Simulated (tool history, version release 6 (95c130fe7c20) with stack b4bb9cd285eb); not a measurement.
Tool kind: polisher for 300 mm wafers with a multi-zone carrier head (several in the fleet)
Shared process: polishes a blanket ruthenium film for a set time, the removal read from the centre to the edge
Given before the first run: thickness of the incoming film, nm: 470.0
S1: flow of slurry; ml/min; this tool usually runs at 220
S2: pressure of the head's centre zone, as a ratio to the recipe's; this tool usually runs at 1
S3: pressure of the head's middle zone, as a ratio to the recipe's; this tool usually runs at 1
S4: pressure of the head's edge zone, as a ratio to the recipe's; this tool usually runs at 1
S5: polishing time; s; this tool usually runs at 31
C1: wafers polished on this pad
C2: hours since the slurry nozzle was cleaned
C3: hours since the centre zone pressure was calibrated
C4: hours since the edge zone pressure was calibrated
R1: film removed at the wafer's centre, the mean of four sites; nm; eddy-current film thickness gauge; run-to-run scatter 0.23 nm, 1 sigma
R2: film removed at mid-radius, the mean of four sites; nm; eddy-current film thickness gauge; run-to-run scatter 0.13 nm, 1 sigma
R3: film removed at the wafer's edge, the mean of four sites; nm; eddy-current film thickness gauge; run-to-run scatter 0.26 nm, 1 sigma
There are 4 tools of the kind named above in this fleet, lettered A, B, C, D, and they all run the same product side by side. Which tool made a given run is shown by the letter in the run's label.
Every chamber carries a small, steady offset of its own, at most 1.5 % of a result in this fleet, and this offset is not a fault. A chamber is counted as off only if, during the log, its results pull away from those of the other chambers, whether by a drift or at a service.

{"hour": 3.7, "done": "chamber A: edge zone pressure recalibrated"}
{"run": "1A", "hour": 6.9, "S1": 220, "S2": 1, "S3": 1, "S4": 1, "S5": 31, "C1": 770, "C2": 413.2, "C3": 320.6, "C4": 3.3, "R1": 17.904, "R2": 17.822, "R3": 18.399}
{"hour": 11.4, "done": "chamber A: worn pad replaced by a new one"}
{"hour": 15.7, "done": "chamber C: worn pad replaced by a new one"}
{"run": "2C", "hour": 18.1, "S1": 220, "S2": 1, "S3": 1, "S4": 1, "S5": 31, "C1": 25, "C2": 215.5, "C3": 644.3, "C4": 811.1, "R1": 17.867, "R2": 18.152, "R3": 17.398}
{"hour": 21.7, "done": "chamber D: worn pad replaced by a new one"}
{"run": "3D", "hour": 26.7, "S1": 220, "S2": 1, "S3": 1, "S4": 1, "S5": 31, "C1": 54, "C2": 455.8, "C3": 53.9, "C4": 68.4, "R1": 17.784, "R2": 17.929, "R3": 18.024}
{"run": "4B", "hour": 34.6, "S1": 220, "S2": 1, "S3": 1, "S4": 1, "S5": 31, "C1": 458, "C2": 207, "C3": 294.4, "C4": 51, "R1": 18.011, "R2": 18.291, "R3": 17.904}
{"run": "5D", "hour": 45.7, "S1": 220, "S2": 1, "S3": 1, "S4": 1, "S5": 31, "C1": 257, "C2": 474.8, "C3": 72.9, "C4": 87.4, "R1": 17.819, "R2": 17.851, "R3": 18.076}
{"run": "6B", "hour": 55.3, "S1": 220, "S2": 1, "S3": 1, "S4": 1, "S5": 31, "C1": 680, "C2": 227.7, "C3": 315.1, "C4": 71.7, "R1": 17.952, "R2": 18.1, "R3": 18.785}
{"hour": 60.4, "done": "chamber B: worn pad replaced by a new one"}
{"run": "7A", "hour": 61.7, "S1": 220, "S2": 1, "S3": 1, "S4": 1.09, "S5": 23, "C1": 539, "C2": 468, "C3": 375.4, "C4": 58.1, "R1": 13.204, "R2": 13.367, "R3": 13.847}
{"run": "8C", "hour": 70.5, "S1": 220, "S2": 1, "S3": 1, "S4": 1.09, "S5": 23, "C1": 587, "C2": 267.9, "C3": 696.7, "C4": 863.5, "R1": 13.439, "R2": 13.652, "R3": 14.245}
{"hour": 80.9, "done": "chamber A: worn pad replaced by a new one"}
{"run": "9A", "hour": 81.1, "S1": 220, "S2": 1, "S3": 1, "S4": 1.09, "S5": 23, "C1": 2, "C2": 487.4, "C3": 394.8, "C4": 77.5, "R1": 13.386, "R2": 13.415, "R3": 13.736}
{"hour": 85.8, "done": "chamber C: worn pad replaced by a new one"}
{"hour": 87.3, "done": "chamber C: centre zone pressure recalibrated"}
{"run": "10C", "hour": 87.8, "S1": 220, "S2": 1, "S3": 1, "S4": 1.09, "S5": 23, "C1": 22, "C2": 285.2, "C3": 0.5, "C4": 880.8, "R1": 13.53, "R2": 13.5, "R3": 14.108}
{"run": "11B", "hour": 98.5, "S1": 220, "S2": 1, "S3": 1, "S4": 1, "S5": 31, "C1": 409, "C2": 270.9, "C3": 358.3, "C4": 114.9, "R1": 18.02, "R2": 18.14, "R3": 18.435}
{"run": "12D", "hour": 104.0, "S1": 220, "S2": 1, "S3": 1, "S4": 1, "S5": 31, "C1": 882, "C2": 533.1, "C3": 131.2, "C4": 145.7, "R1": 17.836, "R2": 17.906, "R3": 18.369}
{"run": "13B", "hour": 109.2, "S1": 220, "S2": 1.08, "S3": 1, "S4": 1, "S5": 24, "C1": 523, "C2": 281.6, "C3": 369, "C4": 125.6, "R1": 15.109, "R2": 13.999, "R3": 14.352}
{"hour": 114.7, "done": "chamber A: slurry nozzle cleaned"}
{"run": "14A", "hour": 120.4, "S1": 220, "S2": 1.08, "S3": 1, "S4": 1, "S5": 24, "C1": 423, "C2": 5.7, "C3": 434.1, "C4": 116.8, "R1": 15.464, "R2": 13.782, "R3": 13.84}
{"hour": 121.7, "done": "chamber B: worn pad replaced by a new one"}
{"run": "15C", "hour": 127.2, "S1": 220, "S2": 1.08, "S3": 1, "S4": 1, "S5": 24, "C1": 444, "C2": 324.6, "C3": 39.9, "C4": 920.2, "R1": 14.993, "R2": 14.126, "R3": 13.912}
{"run": "16D", "hour": 133.0, "S1": 220, "S2": 1.08, "S3": 1, "S4": 1, "S5": 24, "C1": 1193, "C2": 562.1, "C3": 160.2, "C4": 174.7, "R1": 14.774, "R2": 13.879, "R3": 13.818}
{"hour": 143.3, "done": "chamber A: worn pad replaced by a new one"}
{"run": "17D", "hour": 143.6, "S1": 220, "S2": 1, "S3": 1, "S4": 1, "S5": 31, "C1": 1307, "C2": 572.7, "C3": 170.8, "C4": 185.3, "R1": 17.769, "R2": 18.048, "R3": 17.684}
{"run": "18C", "hour": 151.1, "S1": 150, "S2": 1, "S3": 1, "S4": 1, "S5": 31, "C1": 700, "C2": 348.5, "C3": 63.8, "C4": 944.1, "R1": 16.945, "R2": 17.133, "R3": 17.152}
{"run": "19B", "hour": 158.2, "S1": 150, "S2": 1, "S3": 1, "S4": 1, "S5": 31, "C1": 391, "C2": 330.6, "C3": 418, "C4": 174.6, "R1": 16.64, "R2": 16.435, "R3": 17.366}
{"hour": 164.0, "done": "chamber C: worn pad replaced by a new one"}
{"run": "20A", "hour": 167.6, "S1": 150, "S2": 1, "S3": 1, "S4": 1, "S5": 31, "C1": 261, "C2": 52.9, "C3": 481.3, "C4": 164, "R1": 16.966, "R2": 16.939, "R3": 17.109}
{"hour": 170.3, "done": "chamber D: worn pad replaced by a new one"}
{"run": "21C", "hour": 174.0, "S1": 150, "S2": 1, "S3": 1, "S4": 1, "S5": 31, "C1": 107, "C2": 371.4, "C3": 86.7, "C4": 967, "R1": 16.687, "R2": 16.942, "R3": 17.066}
{"run": "22A", "hour": 184.6, "S1": 220, "S2": 1, "S3": 1, "S4": 1, "S5": 31, "C1": 443, "C2": 69.9, "C3": 498.3, "C4": 181, "R1": 18.254, "R2": 18.216, "R3": 17.637}
{"hour": 185.0, "done": "chamber B: worn pad replaced by a new one"}
{"run": "23B", "hour": 190.9, "S1": 220, "S2": 1, "S3": 1, "S4": 1, "S5": 31, "C1": 64, "C2": 363.3, "C3": 450.7, "C4": 207.3, "R1": 17.637, "R2": 17.633, "R3": 17.572}
{"run": "24D", "hour": 201.4, "S1": 220, "S2": 1, "S3": 1, "S4": 1, "S5": 31, "C1": 333, "C2": 630.5, "C3": 228.6, "C4": 243.1, "R1": 17.739, "R2": 18.1, "R3": 17.788}
{"run": "25A", "hour": 207.5, "S1": 220, "S2": 1, "S3": 1, "S4": 1, "S5": 31, "C1": 688, "C2": 92.8, "C3": 521.2, "C4": 203.9, "R1": 17.954, "R2": 17.957, "R3": 18.258}
{"run": "26B", "hour": 216.8, "S1": 220, "S2": 1, "S3": 1, "S4": 1, "S5": 31, "C1": 341, "C2": 389.2, "C3": 476.6, "C4": 233.2, "R1": 17.387, "R2": 17.348, "R3": 17.535}
{"run": "27D", "hour": 223.2, "S1": 220, "S2": 1, "S3": 1, "S4": 1, "S5": 31, "C1": 567, "C2": 652.3, "C3": 250.4, "C4": 264.9, "R1": 17.767, "R2": 17.814, "R3": 18.125}
{"hour": 224.8, "done": "chamber C: worn pad replaced by a new one"}
{"hour": 226.9, "done": "chamber A: worn pad replaced by a new one"}
{"run": "28C", "hour": 229.6, "S1": 220, "S2": 1, "S3": 1.06, "S4": 1, "S5": 28, "C1": 52, "C2": 427, "C3": 142.3, "C4": 1022.6, "R1": 16.37, "R2": 17.35, "R3": 16.128}
{"run": "29A", "hour": 236.4, "S1": 220, "S2": 1, "S3": 1.06, "S4": 1, "S5": 28, "C1": 102, "C2": 121.7, "C3": 550.1, "C4": 232.8, "R1": 16.547, "R2": 17.056, "R3": 16.335}
{"run": "30D", "hour": 243.8, "S1": 220, "S2": 1, "S3": 1.06, "S4": 1, "S5": 28, "C1": 787, "C2": 672.9, "C3": 271, "C4": 285.5, "R1": 16.239, "R2": 17.125, "R3": 16.09}
{"hour": 249.0, "done": "chamber B: worn pad replaced by a new one"}
{"run": "31C", "hour": 255.2, "S1": 220, "S2": 1, "S3": 1.06, "S4": 1, "S5": 28, "C1": 326, "C2": 452.6, "C3": 167.9, "C4": 1048.2, "R1": 16.11, "R2": 17.399, "R3": 16.15}
{"run": "32B", "hour": 264.3, "S1": 220, "S2": 1, "S3": 1, "S4": 1, "S5": 31, "C1": 164, "C2": 436.7, "C3": 524.1, "C4": 280.7, "R1": 17.446, "R2": 17.445, "R3": 17.771}
{"run": "33D", "hour": 272.9, "S1": 220, "S2": 1, "S3": 1, "S4": 1, "S5": 31, "C1": 1099, "C2": 702, "C3": 300.1, "C4": 314.6, "R1": 17.926, "R2": 17.996, "R3": 17.878}
{"run": "34B", "hour": 281.5, "S1": 220, "S2": 1, "S3": 1, "S4": 1, "S5": 31, "C1": 349, "C2": 453.9, "C3": 541.3, "C4": 297.9, "R1": 17.02, "R2": 17.144, "R3": 18.035}
{"hour": 289.1, "done": "chamber C: worn pad replaced by a new one"}
{"run": "35C", "hour": 290.2, "S1": 220, "S2": 1, "S3": 1, "S4": 1, "S5": 31, "C1": 12, "C2": 487.6, "C3": 202.9, "C4": 1083.2, "R1": 17.939, "R2": 18.302, "R3": 18.219}
{"hour": 293.1, "done": "chamber A: worn pad replaced by a new one"}
{"hour": 295.6, "done": "chamber A: edge zone pressure recalibrated"}
{"run": "36A", "hour": 297.6, "S1": 220, "S2": 1, "S3": 1, "S4": 1, "S5": 31, "C1": 48, "C2": 182.9, "C3": 611.3, "C4": 2.1, "R1": 18.31, "R2": 18.171, "R3": 17.597}
{"run": "37B", "hour": 305.0, "S1": 220, "S2": 1, "S3": 1, "S4": 1, "S5": 31, "C1": 600, "C2": 477.4, "C3": 564.8, "C4": 321.4, "R1": 17.259, "R2": 17.033, "R3": 17.537}
{"hour": 310.1, "done": "chamber A: centre zone pressure recalibrated"}
{"hour": 311.2, "done": "chamber B: worn pad replaced by a new one"}
{"run": "38A", "hour": 313.5, "S1": 220, "S2": 1, "S3": 1, "S4": 1, "S5": 31, "C1": 219, "C2": 198.8, "C3": 3.5, "C4": 18, "R1": 18.211, "R2": 17.806, "R3": 17.912}
{"hour": 318.6, "done": "chamber D: worn pad replaced by a new one"}
{"run": "39C", "hour": 322.4, "S1": 220, "S2": 1, "S3": 1, "S4": 1, "S5": 31, "C1": 357, "C2": 519.8, "C3": 235.1, "C4": 1115.4, "R1": 18.367, "R2": 17.947, "R3": 17.593}
{"run": "40D", "hour": 330.5, "S1": 220, "S2": 1, "S3": 1, "S4": 1, "S5": 31, "C1": 128, "C2": 759.6, "C3": 357.7, "C4": 372.2, "R1": 17.87, "R2": 17.967, "R3": 17.988}
{"run": "41B", "hour": 335.8, "S1": 220, "S2": 1, "S3": 1, "S4": 1, "S5": 31, "C1": 264, "C2": 508.2, "C3": 595.6, "C4": 352.2, "R1": 16.845, "R2": 16.699, "R3": 17.43}
{"hour": 340.1, "done": "chamber C: slurry nozzle cleaned"}
{"run": "42D", "hour": 344.2, "S1": 220, "S2": 1, "S3": 1, "S4": 1, "S5": 31, "C1": 275, "C2": 773.3, "C3": 371.4, "C4": 385.9, "R1": 18.018, "R2": 17.865, "R3": 17.849}
{"run": "43C", "hour": 354.4, "S1": 220, "S2": 1, "S3": 1, "S4": 1, "S5": 31, "C1": 700, "C2": 14.3, "C3": 267.1, "C4": 1147.4, "R1": 18.103, "R2": 18.21, "R3": 18.382}

Has any chamber moved away from the others, gradually or after a service, or does the common gauge drift, or do the chambers differ only by their own small steady offsets? State the chamber and the most likely cause if one applies.

It is chamber B that slowly wanders off from its peers.
Cause: slurry flow missing at the pad, % = 40.5.

Chamber B could run next with any of the 4 candidate recipes listed below; each alters the usual settings, and their results appear as question marks. Which one brings its results back in line with what the other chambers deliver on the usual settings?
In line means no further than this from the other chambers' mean on the usual settings: R1 0.79 nm; R2 0.44 nm; R3 0.91 nm
{"run": "44B-1", "hour": 362.6, "S1": 220, "S2": 0.99, "S3": 1, "S4": 1, "S5": 30, "R1": "?", "R2": "?", "R3": "?"}
{"run": "44B-2", "hour": 362.6, "S1": 220, "S2": 1.01, "S3": 1, "S4": 1, "S5": 32, "R1": "?", "R2": "?", "R3": "?"}
{"run": "44B-3", "hour": 362.6, "S1": 230, "S2": 1.02, "S3": 1.02, "S4": 0.98, "S5": 33, "R1": "?", "R2": "?", "R3": "?"}
{"run": "44B-4", "hour": 362.6, "S1": 210, "S2": 0.98, "S3": 0.98, "S4": 1.02, "S5": 29, "R1": "?", "R2": "?", "R3": "?"}

On the usual settings, the other chambers give on average: R1 18.009 nm; R2 17.996 nm; R3 17.938 nm
run=44B-1 R1=15.699 R2=15.98 R3=16.602
run=44B-2 R1=17.114 R2=17.043 R3=17.708
run=44B-3 R1=18.034 R2=18.064 R3=18.183
run=44B-4 R1=14.831 R2=15.012 R3=16.106
It is 44B-3 that realigns the chamber with its peers.

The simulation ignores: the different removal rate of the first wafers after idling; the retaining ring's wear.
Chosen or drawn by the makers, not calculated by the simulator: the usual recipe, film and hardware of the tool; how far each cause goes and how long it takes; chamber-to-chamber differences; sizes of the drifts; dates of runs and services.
